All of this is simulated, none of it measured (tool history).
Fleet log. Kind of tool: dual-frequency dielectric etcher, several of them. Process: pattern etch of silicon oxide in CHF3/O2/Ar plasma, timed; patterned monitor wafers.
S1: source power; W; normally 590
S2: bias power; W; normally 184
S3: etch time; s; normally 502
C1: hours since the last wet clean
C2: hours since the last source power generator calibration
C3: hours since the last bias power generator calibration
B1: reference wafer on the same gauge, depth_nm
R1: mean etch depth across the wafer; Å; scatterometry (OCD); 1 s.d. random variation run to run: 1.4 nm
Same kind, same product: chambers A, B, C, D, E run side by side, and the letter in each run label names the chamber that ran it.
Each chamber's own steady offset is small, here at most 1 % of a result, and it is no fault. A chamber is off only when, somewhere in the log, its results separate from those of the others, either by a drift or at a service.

| run | hour | S1 | S2 | S3 | C1 | C2 | C3 | B1 | R1 |
|---|---|---|---|---|---|---|---|---|---|
| 1C | 4.3 | 590 | 184 | 502 | 63.6 | 714.8 | 276.7 | 843.46 | 9864 |
| 2B | 8.3 | 590 | 184 | 502 | 468.4 | 4381.6 | 1444.5 | 843.06 | 9871.9 |
| 3A | 14.6 | 590 | 184 | 502 | 101.5 | 1460 | 158.4 | 843.71 | 9916.2 |
| 4E | 20.6 | 590 | 184 | 502 | 424.8 | 1282.5 | 2015.1 | 843.55 | 9986.5 |
| 5D | 27 | 590 | 184 | 502 | 568.4 | 1461.2 | 1462.7 | 843.8 | 9961.1 |
| 6D | 31.9 | 590 | 184 | 502 | 573.3 | 1466.1 | 1467.6 | 844.1 | 9937.8 |
| 7E | 37.1 | 590 | 184 | 502 | 441.3 | 1299 | 2031.6 | 844.19 | 9992 |
| 8C | 43.1 | 590 | 184 | 502 | 102.4 | 753.6 | 315.5 | 844.15 | 9863.2 |
| 9A | 48.8 | 590 | 184 | 502 | 135.7 | 1494.2 | 192.6 | 844.41 | 9935 |
|  | 54.3 | chamber B: wet clean of the chamber |
| 10B | 55.5 | 590 | 184 | 502 | 1.2 | 4428.8 | 1491.7 | 844.28 | 9861.1 |
| 11D | 60.1 | 590 | 184 | 502 | 601.5 | 1494.3 | 1495.8 | 844.72 | 9961.7 |
| 12B | 65.4 | 590 | 184 | 502 | 11.1 | 4438.7 | 1501.6 | 844.83 | 9904 |
| 13A | 68.7 | 590 | 184 | 502 | 155.6 | 1514.1 | 212.5 | 845.35 | 9923.2 |
| 14C | 75.3 | 590 | 184 | 502 | 134.6 | 785.8 | 347.7 | 845.21 | 9875.6 |
| 15E | 78.4 | 590 | 184 | 502 | 482.6 | 1340.3 | 2072.9 | 845.11 | 9990 |
| 16C | 84 | 590 | 184 | 502 | 143.3 | 794.5 | 356.4 | 845.86 | 9902.4 |
| 17B | 87.4 | 590 | 184 | 502 | 33.1 | 4460.7 | 1523.6 | 845.51 | 9904.2 |
| 18A | 93.4 | 590 | 184 | 502 | 180.3 | 1538.8 | 237.2 | 845.75 | 9962.5 |
|  | 97.3 | chamber D: wet clean of the chamber |
| 19E | 98 | 590 | 184 | 502 | 502.2 | 1359.9 | 2092.5 | 845.82 | 10014 |
| 20D | 101.5 | 590 | 221 | 502 | 4.2 | 1535.7 | 1537.2 | 846 | 10647 |
| 21A | 107.5 | 590 | 221 | 502 | 194.4 | 1552.9 | 251.3 | 846.1 | 10578 |
| 22D | 114 | 590 | 221 | 502 | 16.7 | 1548.2 | 1549.7 | 846.46 | 10617 |
| 23E | 117.2 | 590 | 221 | 502 | 521.4 | 1379.1 | 2111.7 | 846.49 | 10649 |
| 24C | 122.2 | 590 | 221 | 502 | 181.5 | 832.7 | 394.6 | 846.57 | 10527 |
| 25B | 125.6 | 590 | 184 | 502 | 71.3 | 4498.9 | 1561.8 | 846.45 | 9886.5 |
| 26B | 130.6 | 590 | 184 | 502 | 76.3 | 4503.9 | 1566.8 | 846.98 | 9889.3 |
| 27A | 134.3 | 590 | 184 | 502 | 221.2 | 1579.7 | 278.1 | 846.98 | 9974 |
| 28E | 139.5 | 590 | 140 | 587.5 | 543.7 | 1401.4 | 2134 | 847.19 | 10721 |
| 29C | 145.2 | 590 | 140 | 587.5 | 204.5 | 855.7 | 417.6 | 847.14 | 10580 |
| 30D | 150.6 | 590 | 140 | 587.5 | 53.3 | 1584.8 | 1586.3 | 847.51 | 10688 |
| 31A | 156.8 | 590 | 140 | 587.5 | 243.7 | 1602.2 | 300.6 | 847.8 | 10653 |

Does one chamber stand apart from the rest, does the shared gauge drift, or is all well apart from small per-chamber offsets? Give the chamber and the most likely cause, where there is one.

Every chamber seems to shift together because the gauge that measures them all drifts; the chambers themselves are fine.
What lies behind it: gauge reads high (%) = 0.574.

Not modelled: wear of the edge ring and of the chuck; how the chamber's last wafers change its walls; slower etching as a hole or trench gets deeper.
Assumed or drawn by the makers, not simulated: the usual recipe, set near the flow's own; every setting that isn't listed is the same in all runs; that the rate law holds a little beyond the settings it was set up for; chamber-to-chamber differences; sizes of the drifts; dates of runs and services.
